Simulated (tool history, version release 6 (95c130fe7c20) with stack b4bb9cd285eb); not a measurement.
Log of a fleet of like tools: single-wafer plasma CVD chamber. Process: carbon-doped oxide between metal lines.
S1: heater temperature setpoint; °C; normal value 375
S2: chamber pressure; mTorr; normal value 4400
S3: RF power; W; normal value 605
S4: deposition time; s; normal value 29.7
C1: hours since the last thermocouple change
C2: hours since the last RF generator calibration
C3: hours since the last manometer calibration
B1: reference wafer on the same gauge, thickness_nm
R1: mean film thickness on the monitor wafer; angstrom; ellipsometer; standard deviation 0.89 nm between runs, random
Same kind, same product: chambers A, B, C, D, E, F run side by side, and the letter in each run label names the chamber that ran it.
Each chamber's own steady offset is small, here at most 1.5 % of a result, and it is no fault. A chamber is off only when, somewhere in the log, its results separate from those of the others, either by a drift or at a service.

Run 1D, hour 6.7: usual settings; C1 1343.9; C2 665.3; C3 358.2; B1 185.94. Result: R1 1571.2 angstrom.
Run 2B, hour 12.6: usual settings; C1 1872.3; C2 880.5; C3 1324.6; B1 186.07. Result: R1 1584.8 angstrom.
Run 3E, hour 20.6: usual settings; C1 830.7; C2 1395.2; C3 118.4; B1 185.88. Result: R1 1579.4 angstrom.
Run 4F, hour 28.5: usual settings; C1 1730.0; C2 1619.1; C3 857.0; B1 186.08. Result: R1 1564.5 angstrom.
Run 5C, hour 36.0: usual settings; C1 975.1; C2 151.4; C3 572.1; B1 185.96. Result: R1 1568.1 angstrom.
Run 6A, hour 46.7: usual settings; C1 647.4; C2 1350.5; C3 312.7; B1 185.69. Result: R1 1567.9 angstrom.
Run 7A, hour 52.3: usual settings; C1 653.0; C2 1356.1; C3 318.3; B1 186.10. Result: R1 1576.8 angstrom.
Run 8E, hour 61.5: usual settings; C1 871.6; C2 1436.1; C3 159.3; B1 186.00. Result: R1 1582.3 angstrom.
Run 9D, hour 69.6: usual settings; C1 1406.8; C2 728.2; C3 421.1; B1 186.05. Result: R1 1591.5 angstrom.
Run 10F, hour 80.0: usual settings; C1 1781.5; C2 1670.6; C3 908.5; B1 185.90. Result: R1 1574.2 angstrom.
Run 11B, hour 89.0: usual settings; C1 1948.7; C2 956.9; C3 1401.0; B1 186.15. Result: R1 1569.6 angstrom.
Run 12C, hour 98.2: usual settings; C1 1037.3; C2 213.6; C3 634.3; B1 186.02. Result: R1 1555.3 angstrom.
Run 13A, hour 108.3: usual settings; C1 709.0; C2 1412.1; C3 374.3; B1 186.15. Result: R1 1575.1 angstrom.
Run 14C, hour 117.2: usual settings but S3 680 W, S4 33.5 s; C1 1056.3; C2 232.6; C3 653.3; B1 185.73. Result: R1 1867.1 angstrom.
Run 15F, hour 128.2: usual settings but S3 680 W, S4 33.5 s; C1 1829.7; C2 1718.8; C3 956.7; B1 185.99. Result: R1 1881.8 angstrom.
Run 16D, hour 137.9: usual settings but S3 680 W, S4 33.5 s; C1 1475.1; C2 796.5; C3 489.4; B1 186.03. Result: R1 1903.4 angstrom.
Run 17E, hour 147.3: usual settings but S3 680 W, S4 33.5 s; C1 957.4; C2 1521.9; C3 245.1; B1 186.04. Result: R1 1908.6 angstrom.
Run 18B, hour 155.3: usual settings but S3 680 W, S4 33.5 s; C1 2015.0; C2 1023.2; C3 1467.3; B1 186.02. Result: R1 1883.7 angstrom.
Run 19B, hour 166.7: usual settings but S3 680 W, S4 33.5 s; C1 2026.4; C2 1034.6; C3 1478.7; B1 186.19. Result: R1 1873.7 angstrom.
Run 20A, hour 178.5: usual settings; C1 779.2; C2 1482.3; C3 444.5; B1 186.05. Result: R1 1592.0 angstrom.
Run 21F, hour 185.1: usual settings; C1 1886.6; C2 1775.7; C3 1013.6; B1 186.24. Result: R1 1564.8 angstrom.
Run 22E, hour 196.0: usual settings; C1 1006.1; C2 1570.6; C3 293.8; B1 185.93. Result: R1 1587.3 angstrom.
Run 23D, hour 208.4: usual settings; C1 1545.6; C2 867.0; C3 559.9; B1 186.16. Result: R1 1583.7 angstrom.
At hour 215.2: chamber E: RF generator calibrated.
Run 24C, hour 220.1: usual settings but S4 27.8 s; C1 1159.2; C2 335.5; C3 756.2; B1 185.94. Result: R1 1458.6 angstrom.
Run 25C, hour 227.8: usual settings but S4 27.8 s; C1 1166.9; C2 343.2; C3 763.9; B1 185.96. Result: R1 1459.3 angstrom.
Run 26F, hour 238.2: usual settings but S4 27.8 s; C1 1939.7; C2 1828.8; C3 1066.7; B1 185.92. Result: R1 1462.9 angstrom.
Run 27A, hour 248.9: usual settings but S4 27.8 s; C1 849.6; C2 1552.7; C3 514.9; B1 185.84. Result: R1 1471.9 angstrom.
Run 28E, hour 254.9: usual settings but S4 27.8 s; C1 1065.0; C2 39.7; C3 352.7; B1 186.05. Result: R1 1481.6 angstrom.
Run 29D, hour 262.9: usual settings but S4 27.8 s; C1 1600.1; C2 921.5; C3 614.4; B1 186.04. Result: R1 1478.6 angstrom.
Run 30B, hour 270.3: usual settings; C1 2130.0; C2 1138.2; C3 1582.3; B1 185.86. Result: R1 1541.0 angstrom.
Run 31B, hour 279.6: usual settings; C1 2139.3; C2 1147.5; C3 1591.6; B1 185.82. Result: R1 1532.9 angstrom.
Run 32F, hour 290.9: usual settings; C1 1992.4; C2 1881.5; C3 1119.4; B1 186.09. Result: R1 1559.0 angstrom.
Run 33D, hour 298.7: usual settings; C1 1635.9; C2 957.3; C3 650.2; B1 185.85. Result: R1 1590.0 angstrom.
Run 34C, hour 304.4: usual settings; C1 1243.5; C2 419.8; C3 840.5; B1 185.76. Result: R1 1539.4 angstrom.
Run 35A, hour 316.7: usual settings but S2 4080 mTorr, S3 700 W; C1 917.4; C2 1620.5; C3 582.7; B1 186.17. Result: R1 1706.2 angstrom.
Run 36E, hour 323.8: usual settings but S2 4080 mTorr, S3 700 W; C1 1133.9; C2 108.6; C3 421.6; B1 185.92. Result: R1 1708.1 angstrom.
Run 37A, hour 331.6: usual settings but S2 4080 mTorr, S3 700 W; C1 932.3; C2 1635.4; C3 597.6; B1 185.68. Result: R1 1713.0 angstrom.
Run 38D, hour 339.1: usual settings but S2 4080 mTorr, S3 700 W; C1 1676.3; C2 997.7; C3 690.6; B1 186.09. Result: R1 1717.6 angstrom.
Run 39E, hour 350.1: usual settings but S2 4080 mTorr, S3 700 W; C1 1160.2; C2 134.9; C3 447.9; B1 185.71. Result: R1 1710.6 angstrom.
Run 40C, hour 359.2: usual settings but S2 4080 mTorr, S3 700 W; C1 1298.3; C2 474.6; C3 895.3; B1 185.88. Result: R1 1679.4 angstrom.

All chambers now run identical settings, listed one chamber a line with results as question marks. What results will each chamber show?
Run 41A, hour 368.1: usual settings. Result: R1 ?.
Run 41B, hour 368.1: usual settings. Result: R1 ?.
Run 41C, hour 368.1: usual settings. Result: R1 ?.
Run 41D, hour 368.1: usual settings. Result: R1 ?.
Run 41E, hour 368.1: usual settings. Result: R1 ?.
Run 41F, hour 368.1: usual settings. Result: R1 ?.

run      R1
41A  1592.0
41B  1527.5
41C  1555.6
41D  1591.2
41E  1583.3
41F  1578.6
